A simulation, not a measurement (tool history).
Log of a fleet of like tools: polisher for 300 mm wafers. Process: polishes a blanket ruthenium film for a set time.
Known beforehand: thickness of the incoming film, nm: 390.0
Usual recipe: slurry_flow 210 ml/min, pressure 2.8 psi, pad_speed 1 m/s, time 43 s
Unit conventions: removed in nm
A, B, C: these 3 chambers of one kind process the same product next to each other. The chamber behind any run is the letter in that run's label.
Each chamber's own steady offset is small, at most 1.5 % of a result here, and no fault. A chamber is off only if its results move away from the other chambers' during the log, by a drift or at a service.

Run 1A, hour 4.7: usual settings. Result: removed 80.717 nm.
Run 2B, hour 10.6: usual settings. Result: removed 78.551 nm.
At hour 10.7: chamber C: worn pad replaced by a new one.
Run 3C, hour 15.5: usual settings. Result: removed 78.579 nm.
Run 4B, hour 21.3: usual settings. Result: removed 79.68 nm.
Run 5A, hour 25.9: usual settings. Result: removed 79.603 nm.
At hour 27.6: chamber B: worn pad replaced by a new one.
Run 6C, hour 29.3: usual settings. Result: removed 78.921 nm.
Run 7A, hour 34.2: usual settings. Result: removed 79.616 nm.
Run 8B, hour 37.8: usual settings but pressure 3.1 psi. Result: removed 87.014 nm.
At hour 41.5: chamber C: worn pad replaced by a new one.
Run 9C, hour 43.4: usual settings but pressure 3.1 psi. Result: removed 87.971 nm.
Run 10B, hour 49.3: usual settings but pressure 3.1 psi. Result: removed 88.207 nm.
Run 11C, hour 52.1: usual settings but pressure 3.5 psi, time 48 s. Result: removed 110.54 nm.
At hour 54.4: chamber A: worn pad replaced by a new one.
Run 12A, hour 55.7: usual settings but pressure 3.5 psi, time 48 s. Result: removed 112.29 nm.
Run 13B, hour 60.5: usual settings but pressure 3.5 psi, time 48 s. Result: removed 110.72 nm.
Run 14A, hour 64.5: usual settings. Result: removed 80.968 nm.
Run 15C, hour 67.3: usual settings. Result: removed 78.608 nm.
At hour 68.9: chamber C: slurry nozzle cleaned.
Run 16A, hour 70: usual settings. Result: removed 80.077 nm.
Run 17B, hour 75.1: usual settings. Result: removed 78.878 nm.
At hour 77.6: chamber B: head pressure recalibrated.
At hour 78.7: chamber C: worn pad replaced by a new one.
Run 18C, hour 79.2: usual settings. Result: removed 78.958 nm.
Run 19B, hour 83.2: usual settings. Result: removed 79.869 nm.
Run 20C, hour 86.1: usual settings. Result: removed 79.387 nm.
Run 21A, hour 92.2: usual settings. Result: removed 78.36 nm.
Run 22B, hour 96.5: usual settings. Result: removed 80.76 nm.
Run 23C, hour 101.6: usual settings. Result: removed 80.774 nm.
Run 24A, hour 107.4: usual settings. Result: removed 77.664 nm.
At hour 108.9: chamber C: worn pad replaced by a new one.
Run 25C, hour 110.6: usual settings. Result: removed 79.849 nm.
Run 26A, hour 113.4: usual settings. Result: removed 78.686 nm.
At hour 114.8: chamber B: worn pad replaced by a new one.
Run 27B, hour 118.7: usual settings. Result: removed 79.026 nm.
At hour 120.5: chamber A: worn pad replaced by a new one.
Run 28A, hour 121.7: usual settings. Result: removed 75.838 nm.
Run 29C, hour 125.1: usual settings. Result: removed 79.685 nm.
Run 30B, hour 130.7: usual settings but slurry_flow 260 ml/min, time 29 s. Result: removed 54.871 nm.
Run 31A, hour 135.7: usual settings but slurry_flow 260 ml/min, time 29 s. Result: removed 52.232 nm.

Which is it: a chamber that has drifted or been left off by a service, a gauge drift common to all chambers, or only each chamber's usual small offset? If a chamber is off, name it and its likeliest cause.

It is chamber A that slowly wanders off from its peers.
Most likely cause: slurry flow missing at the pad, % = 34.8.
The log might look much the same if the cause were instead: head's pressure below its setpoint, %.

Here are 4 candidates for chamber A's next run, each the usual settings with a change, their results left as question marks. Which one brings its results back in line with what the others give on the usual settings?
To be in line, a result may differ from the other chambers' mean on the usual settings by at most: removed 2.6 nm
Run 32A-1, hour 140.2: usual settings but pressure 3 psi. Result: removed ?.
Run 32A-2, hour 140.2: usual settings but pad_speed 0.96 m/s, time 42 s. Result: removed ?.
Run 32A-3, hour 140.2: usual settings but pad_speed 1.06 m/s, time 45 s. Result: removed ?.
Run 32A-4, hour 140.2: usual settings but pressure 2.5 psi. Result: removed ?.

On the usual settings, the other chambers give on average: removed 79.556 nm
  run  removed
32A-1   80.242
32A-2   70.282
32A-3   83.184
32A-4   67.056
32A-1 is the one that brings the chamber's results back in line with the other chambers.
